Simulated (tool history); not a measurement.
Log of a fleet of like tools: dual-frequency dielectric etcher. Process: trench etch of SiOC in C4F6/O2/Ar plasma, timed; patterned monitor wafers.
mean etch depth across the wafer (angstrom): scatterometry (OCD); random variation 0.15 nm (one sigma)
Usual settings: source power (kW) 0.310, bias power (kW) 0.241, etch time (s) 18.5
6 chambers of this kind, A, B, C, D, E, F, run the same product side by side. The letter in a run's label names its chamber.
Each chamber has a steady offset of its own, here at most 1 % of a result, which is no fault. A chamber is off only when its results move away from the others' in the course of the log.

run,hour,source power (kW),bias power (kW),etch time (s),"read-back reference wafer on the same gauge, depth_nm",mean etch depth across the wafer (angstrom)
1B,5.5,0.310,0.241,18.5,37.216,383.63
2D,9.4,0.310,0.241,18.5,37.197,389.07
3E,15.0,0.310,0.241,18.5,37.195,384.06
4F,18.8,0.310,0.241,18.5,37.195,382.61
# hour 20.7: chamber B: wet clean of the chamber
5C,25.3,0.310,0.241,18.5,37.231,385.26
6A,29.7,0.310,0.241,18.5,37.200,380.46
7D,35.1,0.310,0.241,18.5,37.239,385.65
8E,38.1,0.310,0.241,18.5,37.235,386.18
9F,44.0,0.310,0.241,18.5,37.233,381.55
10C,50.5,0.310,0.241,18.5,37.212,384.15
11B,56.3,0.310,0.241,18.5,37.185,381.15
12A,62.0,0.310,0.241,18.5,37.190,383.74
13B,67.6,0.360,0.241,16.0,37.210,351.90
14E,72.1,0.360,0.241,16.0,37.203,353.42
15A,77.5,0.360,0.241,16.0,37.212,352.02
16C,83.6,0.360,0.241,16.0,37.201,352.77
# hour 87.7: chamber E: source power generator calibrated
17F,90.5,0.360,0.241,16.0,37.193,349.54
18D,96.6,0.360,0.241,16.0,37.164,352.94
19F,102.4,0.310,0.241,18.5,37.168,379.05
20D,108.7,0.310,0.241,18.5,37.189,384.62
21C,112.7,0.310,0.241,18.5,37.235,384.97
22A,117.2,0.310,0.241,18.5,37.223,387.19
23E,121.5,0.310,0.241,18.5,37.156,385.93
24B,125.7,0.310,0.241,18.5,37.165,384.71
25A,130.0,0.310,0.241,18.5,37.169,393.18
26D,136.6,0.310,0.241,18.5,37.195,385.30
27E,141.1,0.310,0.215,18.5,37.200,370.04
28B,144.1,0.310,0.215,18.5,37.210,367.76
29C,148.6,0.310,0.215,18.5,37.201,369.75
30F,154.9,0.310,0.215,18.5,37.193,369.57
31A,158.7,0.310,0.215,18.5,37.163,377.04
32F,162.0,0.310,0.215,18.5,37.150,366.90
33D,166.5,0.310,0.241,18.5,37.185,385.27
34E,172.3,0.310,0.241,18.5,37.170,387.19
35C,175.9,0.310,0.241,18.5,37.184,385.44
36B,181.3,0.310,0.241,18.5,37.168,383.27

All 6 chambers run these settings next. Forecast each chamber's results:
37A,186.2,0.310,0.241,18.5,,?
37B,186.2,0.310,0.241,18.5,,?
37C,186.2,0.310,0.241,18.5,,?
37D,186.2,0.310,0.241,18.5,,?
37E,186.2,0.310,0.241,18.5,,?
37F,186.2,0.310,0.241,18.5,,?

run,mean etch depth across the wafer (angstrom)
37A,399.31
37B,381.76
37C,386.26
37D,386.15
37E,386.81
37F,383.23
